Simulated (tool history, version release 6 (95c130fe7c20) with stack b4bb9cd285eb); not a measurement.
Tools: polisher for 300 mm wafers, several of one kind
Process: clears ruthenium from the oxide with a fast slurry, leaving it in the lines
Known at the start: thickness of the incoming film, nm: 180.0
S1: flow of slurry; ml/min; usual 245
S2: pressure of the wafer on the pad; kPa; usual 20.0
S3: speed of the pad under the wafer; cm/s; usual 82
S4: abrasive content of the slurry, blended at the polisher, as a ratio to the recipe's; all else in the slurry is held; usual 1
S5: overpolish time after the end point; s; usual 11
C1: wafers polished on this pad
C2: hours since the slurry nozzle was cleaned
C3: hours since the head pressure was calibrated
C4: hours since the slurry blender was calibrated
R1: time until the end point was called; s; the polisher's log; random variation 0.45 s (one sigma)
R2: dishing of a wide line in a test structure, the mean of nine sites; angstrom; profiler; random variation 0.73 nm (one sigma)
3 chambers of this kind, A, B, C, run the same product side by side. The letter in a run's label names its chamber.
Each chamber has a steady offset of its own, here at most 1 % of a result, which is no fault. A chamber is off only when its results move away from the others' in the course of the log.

run,hour,S1,S2,S3,S4,S5,C1,C2,C3,C4,R1,R2
1C,8.2,245,20.0,82,1,11,529,215.8,390.5,102.4,44.308,367.61
2B,21.0,245,20.0,82,1,11,254,330.1,273.2,96.7,44.465,380.63
# hour 29.0: chamber A: worn pad replaced by a new one
3A,29.9,245,20.0,82,1,11,9,50.0,434.5,94.7,44.736,373.02
4A,46.0,245,20.0,82,1,11,173,66.1,450.6,110.8,43.927,372.94
5B,60.9,245,24.1,82,1,11,661,370.0,313.1,136.6,36.795,433.94
6C,75.6,245,24.1,82,1,11,1216,283.2,457.9,169.8,37.204,439.00
7B,85.4,245,24.1,82,1,11,910,394.5,337.6,161.1,36.456,442.94
# hour 89.1: chamber C: worn pad replaced by a new one
# hour 91.1: chamber A: slurry blender recalibrated
8C,96.8,245,20.0,82,1,11,78,304.4,479.1,191.0,44.179,371.70
# hour 100.5: chamber B: worn pad replaced by a new one
9A,107.0,245,20.0,82,1,11,794,127.1,511.6,16.0,44.858,373.28
# hour 108.1: chamber B: slurry blender recalibrated
10C,114.3,245,22.8,82,1,11,256,321.9,496.6,208.5,39.359,426.84
11A,127.8,245,22.8,82,1,11,1006,147.9,532.4,36.8,39.075,421.49
12B,135.8,245,22.8,82,1,11,359,444.9,388.0,27.7,39.069,432.96
13A,146.5,245,20.0,82,1,11,1196,166.6,551.1,55.5,44.705,381.51
14C,160.7,245,20.0,82,1,11,729,368.3,543.0,254.9,44.853,370.46
# hour 173.3: chamber B: slurry nozzle cleaned
15B,176.2,245,20.0,82,1,11,771,3.0,428.4,68.1,43.321,374.34
# hour 178.5: chamber A: worn pad replaced by a new one
16A,185.6,245,20.0,82,1,11,72,205.7,590.2,94.6,44.410,370.95
17B,201.6,245,20.0,82,1,11,1029,28.4,453.8,93.5,44.878,376.94
18C,214.8,245,20.0,82,1,11,1280,422.4,597.1,309.0,43.587,391.53
# hour 221.7: chamber B: worn pad replaced by a new one
19C,225.2,170,20.0,82,1,11,1386,432.8,607.5,319.4,46.739,359.26
20A,232.4,170,20.0,82,1,11,549,252.5,637.0,141.4,46.277,356.14
# hour 234.3: chamber C: worn pad replaced by a new one
# hour 237.8: chamber A: slurry blender recalibrated
# hour 238.7: chamber C: slurry blender recalibrated
21B,246.7,170,20.0,82,1,11,255,73.5,498.9,138.6,45.668,368.22
22B,257.3,270,20.0,92,1,11,363,84.1,509.5,149.2,39.112,415.40
# hour 265.6: chamber B: slurry blender recalibrated
23A,270.2,270,20.0,92,1,11,934,290.3,674.8,32.4,40.258,418.50
24C,277.8,270,20.0,92,1,11,443,485.4,660.1,39.1,38.858,411.73
25A,286.3,245,20.0,82,1,11,1098,306.4,690.9,48.5,44.622,369.11
# hour 291.2: chamber A: slurry nozzle cleaned
26B,293.9,245,20.0,82,1,11,736,120.7,546.1,28.4,44.744,377.72
27C,304.9,245,20.0,82,1,11,719,512.5,687.2,66.2,44.777,369.96
# hour 305.7: chamber A: worn pad replaced by a new one
28B,319.5,245,20.0,82,1,11,997,146.3,571.7,54.0,43.651,378.90
29C,330.4,245,20.0,82,1,11,979,538.0,712.7,91.7,44.419,373.10
# hour 344.1: chamber B: worn pad replaced by a new one
30A,344.7,245,20.0,82,1,11,398,53.6,749.3,106.9,44.438,384.53
31A,361.0,245,20.0,82,1,11,564,69.9,765.6,123.2,44.260,375.09
# hour 367.7: chamber C: worn pad replaced by a new one
32B,373.3,245,20.0,82,1,11,297,200.1,625.5,107.8,43.953,373.77
33C,386.5,245,20.0,82,1,11,192,594.1,768.8,147.8,44.483,382.83
34B,397.2,245,20.0,82,1,11,541,224.0,649.4,131.7,44.382,381.68
# hour 401.1: chamber A: head pressure recalibrated
35A,411.3,245,20.0,82,1,11,1076,120.2,10.2,173.5,45.146,382.40
36C,421.4,245,20.0,82,1,11,547,629.0,803.7,182.7,44.436,381.98
# hour 423.9: chamber A: slurry blender recalibrated
37C,430.6,245,20.0,82,1,11,641,638.2,812.9,191.9,44.613,361.34
38B,442.4,245,20.0,82,1,11,1001,269.2,694.6,176.9,43.990,379.68
# hour 453.5: chamber A: worn pad replaced by a new one
39A,457.4,245,20.0,68,1,11,39,166.3,56.3,33.5,54.168,311.34
40A,472.8,245,20.0,68,1,11,196,181.7,71.7,48.9,52.865,317.73

Is one chamber off against the others, does the gauge drift, or is nothing wrong? If a chamber is off, say which, and what the likeliest cause is.

No chamber stands off beyond its own small offset, and the gauge holds steady.
